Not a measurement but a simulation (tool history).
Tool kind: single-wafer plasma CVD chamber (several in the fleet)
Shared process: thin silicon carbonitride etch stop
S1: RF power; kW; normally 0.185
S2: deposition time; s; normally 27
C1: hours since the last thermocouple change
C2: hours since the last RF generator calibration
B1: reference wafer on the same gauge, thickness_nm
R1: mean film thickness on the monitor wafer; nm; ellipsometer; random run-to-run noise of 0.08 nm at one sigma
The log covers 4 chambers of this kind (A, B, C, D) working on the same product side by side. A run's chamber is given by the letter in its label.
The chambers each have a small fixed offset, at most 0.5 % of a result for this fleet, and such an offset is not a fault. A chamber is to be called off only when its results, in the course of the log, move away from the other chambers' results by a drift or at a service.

run   hour     S1    S2      C1      C2      B1      R1
 1B    8.5  0.185    27  2060.3   310.1  16.422  14.995
 2C   15.1  0.185    27      98   736.9  16.397  14.976
 3D   23.5  0.185    27   946.1  1086.9    16.4  15.154
 4A   30.2  0.185    27  1383.6   991.6  16.398  15.024
 5D   36.4  0.185    27     959  1099.8    16.4  15.056
 6A     42  0.185    27  1395.4  1003.4  16.373  15.231
 7B   50.2  0.185    27    2102   351.8  16.417  14.952
 8C   57.2  0.185    27   140.1     779  16.395  15.068
 9A   62.3  0.185    27  1415.7  1023.7  16.383   15.04
10D   68.7  0.185    27   991.3  1132.1  16.412  14.995
11C   76.3  0.185    27   159.2   798.1   16.41  15.025
12B   81.9  0.185    27  2133.7   383.5    16.4  14.971
13C     86  0.185    27   168.9   807.8  16.394  15.037
14A     93  0.215  30.3  1446.4  1054.4  16.398  17.812
15B  101.4  0.215  30.3  2153.2     403  16.396  17.442
16D  109.3  0.215  30.3  1031.9  1172.7  16.421  17.705
17C  113.9  0.215  30.3   196.8   835.7  16.407  17.627
18A  120.8  0.185    27  1474.2  1082.2  16.423  14.994
19B  125.5  0.185    27  2177.3   427.1  16.413  14.943
20D  129.6  0.185    27  1052.2    1193  16.406  15.103
21C  135.2  0.185    27   218.1     857  16.411  14.997
     140.4  -- chamber D: thermocouple changed; heater temperature recalibrated
22B  143.4  0.185    27  2195.2     445  16.425  15.028
23A  151.9  0.185    27  1505.3  1113.3  16.413  15.108
24D  156.4  0.185    27      16  1219.8  16.411  15.112
25C  164.2  0.185    27   247.1     886  16.401  14.927
26B  169.6  0.185    27  2221.4   471.2  16.411  15.089
27D  178.3  0.185    27    37.9  1241.7  16.395  15.139
     180.4  -- chamber D: RF generator calibrated
28A  182.8  0.185    27  1536.2  1144.2  16.416  15.072
29C  190.4  0.185    27   273.3   912.2  16.399  14.889
30B  194.8  0.185    27  2246.6   496.4  16.419   15.01
31D  203.5  0.185    27    63.1    23.2   16.39  15.231
32A  210.2  0.185    27  1563.6  1171.6  16.386  15.041
33C  216.3  0.185    27   299.2   938.1    16.4  14.871
34B  222.7  0.185    27  2274.5   524.3  16.405  14.956
35A    231  0.155    27  1584.4  1192.4  16.394  14.359
36D  239.2  0.155    27    98.8    58.9  16.412  14.275
37B  246.4  0.155    27  2298.2     548  16.405  14.119
38C  253.6  0.155    27   336.5   975.4  16.413  14.194
39D  261.3  0.205  29.5   120.9      81  16.386  17.137
40A  269.4  0.205  29.5  1622.8  1230.8  16.406  16.974
41B  277.9  0.205  29.5  2329.7   579.5  16.403  16.783

Next, every chamber runs the same settings. What will each give?
42A  284.3  0.185  30               ?
42B  284.3  0.185  30               ?
42C  284.3  0.185  30               ?
42D  284.3  0.185  30               ?

run      R1
42A  16.758
42B  16.438
42C   16.67
42D  16.744
